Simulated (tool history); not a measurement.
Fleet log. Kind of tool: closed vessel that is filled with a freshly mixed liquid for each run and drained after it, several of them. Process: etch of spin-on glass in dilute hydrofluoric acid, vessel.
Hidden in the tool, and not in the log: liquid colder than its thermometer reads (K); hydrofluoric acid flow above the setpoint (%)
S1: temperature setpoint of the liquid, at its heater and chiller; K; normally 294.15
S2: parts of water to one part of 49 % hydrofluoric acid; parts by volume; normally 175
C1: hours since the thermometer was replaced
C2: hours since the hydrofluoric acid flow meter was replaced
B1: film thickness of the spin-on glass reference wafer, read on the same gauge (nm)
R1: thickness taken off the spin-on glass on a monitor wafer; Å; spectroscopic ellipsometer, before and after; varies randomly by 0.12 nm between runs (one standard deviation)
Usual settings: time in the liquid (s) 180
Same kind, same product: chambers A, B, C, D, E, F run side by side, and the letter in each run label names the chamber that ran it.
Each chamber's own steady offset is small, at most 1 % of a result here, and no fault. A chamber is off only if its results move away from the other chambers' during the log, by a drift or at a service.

run 1D day=0.267 | S1=294.15 S2=175 time_in_the_liquid_(s)=180 | C1=797.5 C2=297.7 | B1=70.012 | R1=326.04
run 2F day=0.483 | S1=294.15 S2=175 time_in_the_liquid_(s)=180 | C1=1490 C2=407.8 | B1=69.994 | R1=326.44
run 3C day=0.762 | S1=294.15 S2=175 time_in_the_liquid_(s)=180 | C1=662.1 C2=307 | B1=70.025 | R1=322.16
run 4B day=0.942 | S1=294.15 S2=175 time_in_the_liquid_(s)=180 | C1=1189.3 C2=1316.4 | B1=70.013 | R1=327.26
run 5E day=1.167 | S1=294.15 S2=175 time_in_the_liquid_(s)=180 | C1=763.3 C2=951.7 | B1=70.018 | R1=324.43
run 6A day=1.392 | S1=294.15 S2=175 time_in_the_liquid_(s)=180 | C1=471.1 C2=423.5 | B1=70.005 | R1=325.87
run 7B day=1.642 | S1=294.15 S2=175 time_in_the_liquid_(s)=180 | C1=1206.1 C2=1333.2 | B1=69.98 | R1=327.86
run 8C day=1.792 | S1=294.15 S2=175 time_in_the_liquid_(s)=180 | C1=686.8 C2=331.7 | B1=69.981 | R1=322.31
run 9F day=2.075 | S1=294.15 S2=175 time_in_the_liquid_(s)=180 | C1=1528.2 C2=446 | B1=69.988 | R1=325.38
run 10E day=2.238 | S1=294.15 S2=175 time_in_the_liquid_(s)=180 | C1=789 C2=977.4 | B1=69.994 | R1=325.78
run 11A day=2.404 | S1=294.15 S2=175 time_in_the_liquid_(s)=180 | C1=495.4 C2=447.8 | B1=69.985 | R1=326.39
run 12D day=2.608 | S1=294.15 S2=175 time_in_the_liquid_(s)=135 | C1=853.7 C2=353.9 | B1=69.978 | R1=243.46
run 13A day=2.75 | S1=294.15 S2=175 time_in_the_liquid_(s)=135 | C1=503.7 C2=456.1 | B1=69.993 | R1=243.84
-- day=2.871 chamber B: hydrofluoric acid flow meter replaced
run 14D day=2.896 | S1=294.15 S2=175 time_in_the_liquid_(s)=135 | C1=860.6 C2=360.8 | B1=69.986 | R1=245.88
run 15C day=3.083 | S1=294.15 S2=175 time_in_the_liquid_(s)=135 | C1=717.8 C2=362.7 | B1=69.991 | R1=242
run 16B day=3.229 | S1=294.15 S2=175 time_in_the_liquid_(s)=135 | C1=1244.2 C2=8.6 | B1=70.003 | R1=245.2
run 17E day=3.371 | S1=294.15 S2=175 time_in_the_liquid_(s)=135 | C1=816.2 C2=1004.6 | B1=70.012 | R1=243.91
run 18F day=3.533 | S1=291.65 S2=220 time_in_the_liquid_(s)=180 | C1=1563.2 C2=481 | B1=69.977 | R1=224.13
run 19C day=3.729 | S1=291.65 S2=220 time_in_the_liquid_(s)=180 | C1=733.3 C2=378.2 | B1=69.989 | R1=222.6
run 20A day=3.975 | S1=291.65 S2=220 time_in_the_liquid_(s)=180 | C1=533.1 C2=485.5 | B1=70.025 | R1=224.4
run 21B day=4.25 | S1=291.65 S2=220 time_in_the_liquid_(s)=180 | C1=1268.7 C2=33.1 | B1=69.998 | R1=225.72
run 22D day=4.55 | S1=291.65 S2=220 time_in_the_liquid_(s)=180 | C1=900.3 C2=400.5 | B1=69.974 | R1=224.29
run 23E day=4.846 | S1=291.65 S2=220 time_in_the_liquid_(s)=180 | C1=851.6 C2=1040 | B1=70.033 | R1=223.96
run 24F day=5.083 | S1=294.15 S2=175 time_in_the_liquid_(s)=180 | C1=1600.4 C2=518.2 | B1=69.974 | R1=320.14
run 25C day=5.242 | S1=294.15 S2=175 time_in_the_liquid_(s)=180 | C1=769.6 C2=414.5 | B1=70.007 | R1=321.17
-- day=5.379 chamber A: hydrofluoric acid flow meter replaced
run 26A day=5.412 | S1=291.65 S2=175 time_in_the_liquid_(s)=280 | C1=567.6 C2=0.9 | B1=70.01 | R1=459.28
run 27F day=5.633 | S1=291.65 S2=175 time_in_the_liquid_(s)=280 | C1=1613.6 C2=531.4 | B1=70.013 | R1=454.59
run 28D day=5.942 | S1=291.65 S2=175 time_in_the_liquid_(s)=280 | C1=933.7 C2=433.9 | B1=70.031 | R1=459.83
run 29B day=6.104 | S1=291.65 S2=175 time_in_the_liquid_(s)=280 | C1=1313.2 C2=77.6 | B1=70.013 | R1=459.8
run 30E day=6.296 | S1=291.65 S2=175 time_in_the_liquid_(s)=280 | C1=886.4 C2=1074.8 | B1=70.012 | R1=455.34
run 31C day=6.488 | S1=291.65 S2=175 time_in_the_liquid_(s)=280 | C1=799.5 C2=444.4 | B1=70.006 | R1=452.39
run 32A day=6.675 | S1=294.15 S2=175 time_in_the_liquid_(s)=180 | C1=597.9 C2=31.2 | B1=70.015 | R1=325.69
run 33D day=6.842 | S1=294.15 S2=140 time_in_the_liquid_(s)=75 | C1=955.3 C2=455.5 | B1=69.99 | R1=178.01
run 34B day=6.996 | S1=294.15 S2=140 time_in_the_liquid_(s)=75 | C1=1334.6 C2=99 | B1=70 | R1=176.29
run 35E day=7.25 | S1=294.15 S2=140 time_in_the_liquid_(s)=75 | C1=909.3 C2=1097.7 | B1=70.017 | R1=174.93
run 36F day=7.392 | S1=294.15 S2=140 time_in_the_liquid_(s)=75 | C1=1655.8 C2=573.6 | B1=69.997 | R1=170.28
run 37B day=7.579 | S1=294.15 S2=140 time_in_the_liquid_(s)=75 | C1=1348.6 C2=113 | B1=69.981 | R1=174.89
run 38F day=7.729 | S1=294.15 S2=140 time_in_the_liquid_(s)=75 | C1=1663.9 C2=581.7 | B1=69.982 | R1=170.54
run 39C day=7.871 | S1=294.15 S2=175 time_in_the_liquid_(s)=180 | C1=832.7 C2=477.6 | B1=70.012 | R1=321.75

Has any chamber moved away from the others, gradually or after a service, or does the common gauge drift, or do the chambers differ only by their own small steady offsets? State the chamber and the most likely cause if one applies.

It is chamber F that slowly wanders off from its peers.
What lies behind it: liquid colder than its thermometer reads (K) = 0.818.
Not necessarily distinguishable in this log from: hydrofluoric acid flow below the setpoint (%).

Which of the 4 candidates below, each the usual settings with something changed and its results left as question marks, puts chamber F back in line with what the other chambers give on the usual settings?
To be in line, a result may differ from the other chambers' mean on the usual settings by at most: R1 4.1 Å
run 40F-1 day=8.1 | S1=294.15 S2=175 time_in_the_liquid_(s)=175 | R1=?
run 40F-2 day=8.1 | S1=295.65 S2=175 time_in_the_liquid_(s)=180 | R1=?
run 40F-3 day=8.1 | S1=294.15 S2=175 time_in_the_liquid_(s)=170 | R1=?
run 40F-4 day=8.1 | S1=294.15 S2=175 time_in_the_liquid_(s)=185 | R1=?

Average result of the remaining chambers running the usual settings: R1 324.9 Å
run=40F-1 R1=305.92
run=40F-2 R1=333.28
run=40F-3 R1=297.18
run=40F-4 R1=323.4
The answer is 40F-4, which returns the chamber to within the allowed miss of the others.
